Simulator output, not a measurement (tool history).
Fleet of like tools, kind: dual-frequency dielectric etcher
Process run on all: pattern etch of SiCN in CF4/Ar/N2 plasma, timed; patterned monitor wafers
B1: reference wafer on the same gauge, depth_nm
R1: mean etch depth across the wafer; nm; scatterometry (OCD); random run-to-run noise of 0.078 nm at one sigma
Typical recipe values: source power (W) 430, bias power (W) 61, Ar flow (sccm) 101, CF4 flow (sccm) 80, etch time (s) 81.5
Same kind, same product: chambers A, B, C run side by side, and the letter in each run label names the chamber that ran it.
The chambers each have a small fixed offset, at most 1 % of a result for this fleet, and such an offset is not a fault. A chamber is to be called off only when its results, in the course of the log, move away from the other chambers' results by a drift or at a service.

run 1B day=0.479 | source_power_(W)=430 bias_power_(W)=61 Ar_flow_(sccm)=101 CF4_flow_(sccm)=80 etch_time_(s)=81.5 | B1=60.493 | R1=64.744
run 2C day=0.858 | source_power_(W)=430 bias_power_(W)=61 Ar_flow_(sccm)=101 CF4_flow_(sccm)=80 etch_time_(s)=81.5 | B1=60.491 | R1=64.624
run 3A day=1.104 | source_power_(W)=430 bias_power_(W)=61 Ar_flow_(sccm)=101 CF4_flow_(sccm)=80 etch_time_(s)=81.5 | B1=60.467 | R1=64.945
run 4C day=1.408 | source_power_(W)=430 bias_power_(W)=61 Ar_flow_(sccm)=101 CF4_flow_(sccm)=80 etch_time_(s)=81.5 | B1=60.467 | R1=64.543
run 5A day=1.754 | source_power_(W)=430 bias_power_(W)=61 Ar_flow_(sccm)=101 CF4_flow_(sccm)=80 etch_time_(s)=81.5 | B1=60.452 | R1=64.788
run 6B day=2.096 | source_power_(W)=430 bias_power_(W)=61 Ar_flow_(sccm)=101 CF4_flow_(sccm)=80 etch_time_(s)=81.5 | B1=60.445 | R1=64.615
run 7C day=2.433 | source_power_(W)=430 bias_power_(W)=61 Ar_flow_(sccm)=101 CF4_flow_(sccm)=80 etch_time_(s)=81.5 | B1=60.446 | R1=64.55
run 8A day=2.712 | source_power_(W)=430 bias_power_(W)=61 Ar_flow_(sccm)=101 CF4_flow_(sccm)=80 etch_time_(s)=81.5 | B1=60.444 | R1=64.768
run 9B day=3.038 | source_power_(W)=430 bias_power_(W)=61 Ar_flow_(sccm)=101 CF4_flow_(sccm)=80 etch_time_(s)=81.5 | B1=60.399 | R1=64.586
run 10B day=3.275 | source_power_(W)=430 bias_power_(W)=61 Ar_flow_(sccm)=101 CF4_flow_(sccm)=80 etch_time_(s)=81.5 | B1=60.42 | R1=64.496
run 11A day=3.742 | source_power_(W)=430 bias_power_(W)=61 Ar_flow_(sccm)=101 CF4_flow_(sccm)=80 etch_time_(s)=81.5 | B1=60.407 | R1=64.858
run 12C day=4.117 | source_power_(W)=430 bias_power_(W)=61 Ar_flow_(sccm)=101 CF4_flow_(sccm)=80 etch_time_(s)=81.5 | B1=60.388 | R1=64.451
run 13C day=4.546 | source_power_(W)=430 bias_power_(W)=61 Ar_flow_(sccm)=101 CF4_flow_(sccm)=80 etch_time_(s)=81.5 | B1=60.403 | R1=64.434
run 14B day=4.996 | source_power_(W)=430 bias_power_(W)=61 Ar_flow_(sccm)=101 CF4_flow_(sccm)=80 etch_time_(s)=81.5 | B1=60.376 | R1=64.521
run 15A day=5.25 | source_power_(W)=430 bias_power_(W)=61 Ar_flow_(sccm)=84 CF4_flow_(sccm)=90 etch_time_(s)=81.5 | B1=60.379 | R1=67.581
run 16B day=5.554 | source_power_(W)=430 bias_power_(W)=61 Ar_flow_(sccm)=84 CF4_flow_(sccm)=90 etch_time_(s)=81.5 | B1=60.398 | R1=67.391
run 17C day=5.775 | source_power_(W)=430 bias_power_(W)=61 Ar_flow_(sccm)=84 CF4_flow_(sccm)=90 etch_time_(s)=81.5 | B1=60.371 | R1=67.269
-- day=5.867 chamber B: bias power generator calibrated
run 18A day=6.229 | source_power_(W)=430 bias_power_(W)=61 Ar_flow_(sccm)=101 CF4_flow_(sccm)=80 etch_time_(s)=81.5 | B1=60.354 | R1=64.77
run 19C day=6.475 | source_power_(W)=430 bias_power_(W)=61 Ar_flow_(sccm)=101 CF4_flow_(sccm)=80 etch_time_(s)=81.5 | B1=60.34 | R1=64.517
-- day=6.75 chamber B: Ar flow controller replaced
run 20B day=6.867 | source_power_(W)=430 bias_power_(W)=61 Ar_flow_(sccm)=101 CF4_flow_(sccm)=80 etch_time_(s)=81.5 | B1=60.329 | R1=64.599
-- day=6.967 chamber C: wet clean of the chamber
run 21A day=7.104 | source_power_(W)=430 bias_power_(W)=61 Ar_flow_(sccm)=101 CF4_flow_(sccm)=80 etch_time_(s)=81.5 | B1=60.324 | R1=64.736
-- day=7.204 chamber A: wet clean of the chamber
run 22A day=7.546 | source_power_(W)=430 bias_power_(W)=61 Ar_flow_(sccm)=101 CF4_flow_(sccm)=80 etch_time_(s)=81.5 | B1=60.311 | R1=64.717
run 23C day=7.829 | source_power_(W)=430 bias_power_(W)=61 Ar_flow_(sccm)=101 CF4_flow_(sccm)=80 etch_time_(s)=81.5 | B1=60.316 | R1=64.448
run 24B day=8.133 | source_power_(W)=430 bias_power_(W)=61 Ar_flow_(sccm)=101 CF4_flow_(sccm)=80 etch_time_(s)=81.5 | B1=60.29 | R1=64.417
run 25A day=8.4 | source_power_(W)=430 bias_power_(W)=61 Ar_flow_(sccm)=101 CF4_flow_(sccm)=80 etch_time_(s)=81.5 | B1=60.296 | R1=64.552
run 26C day=8.675 | source_power_(W)=430 bias_power_(W)=61 Ar_flow_(sccm)=101 CF4_flow_(sccm)=80 etch_time_(s)=81.5 | B1=60.274 | R1=64.424
run 27B day=9.079 | source_power_(W)=430 bias_power_(W)=61 Ar_flow_(sccm)=101 CF4_flow_(sccm)=80 etch_time_(s)=81.5 | B1=60.311 | R1=64.606
run 28C day=9.479 | source_power_(W)=430 bias_power_(W)=61 Ar_flow_(sccm)=101 CF4_flow_(sccm)=80 etch_time_(s)=81.5 | B1=60.307 | R1=64.485
run 29B day=9.925 | source_power_(W)=430 bias_power_(W)=47 Ar_flow_(sccm)=101 CF4_flow_(sccm)=80 etch_time_(s)=62.5 | B1=60.275 | R1=45.577
run 30A day=10.333 | source_power_(W)=430 bias_power_(W)=47 Ar_flow_(sccm)=101 CF4_flow_(sccm)=80 etch_time_(s)=62.5 | B1=60.264 | R1=45.558
-- day=10.492 chamber B: source power generator calibrated
run 31C day=10.546 | source_power_(W)=430 bias_power_(W)=47 Ar_flow_(sccm)=101 CF4_flow_(sccm)=80 etch_time_(s)=62.5 | B1=60.254 | R1=45.455
run 32A day=10.962 | source_power_(W)=430 bias_power_(W)=61 Ar_flow_(sccm)=101 CF4_flow_(sccm)=80 etch_time_(s)=81.5 | B1=60.251 | R1=64.485
run 33B day=11.183 | source_power_(W)=430 bias_power_(W)=61 Ar_flow_(sccm)=101 CF4_flow_(sccm)=80 etch_time_(s)=81.5 | B1=60.232 | R1=64.325
run 34C day=11.654 | source_power_(W)=430 bias_power_(W)=61 Ar_flow_(sccm)=101 CF4_flow_(sccm)=80 etch_time_(s)=81.5 | B1=60.195 | R1=64.37
run 35B day=11.904 | source_power_(W)=430 bias_power_(W)=61 Ar_flow_(sccm)=101 CF4_flow_(sccm)=80 etch_time_(s)=81.5 | B1=60.22 | R1=64.321
run 36A day=12.238 | source_power_(W)=430 bias_power_(W)=61 Ar_flow_(sccm)=101 CF4_flow_(sccm)=80 etch_time_(s)=81.5 | B1=60.214 | R1=64.644
-- day=12.358 chamber C: Ar flow controller replaced
run 37C day=12.512 | source_power_(W)=430 bias_power_(W)=61 Ar_flow_(sccm)=123 CF4_flow_(sccm)=80 etch_time_(s)=81.5 | B1=60.214 | R1=62.455

Is one chamber out of step, is the gauge drifting, or do the chambers differ by no more than their own small offsets? For an off chamber, give its letter and the likeliest cause.

The shared gauge is drifting. All chambers look as if they move in step, but none is off.
What lies behind it: gauge reads low (%) = 0.496.
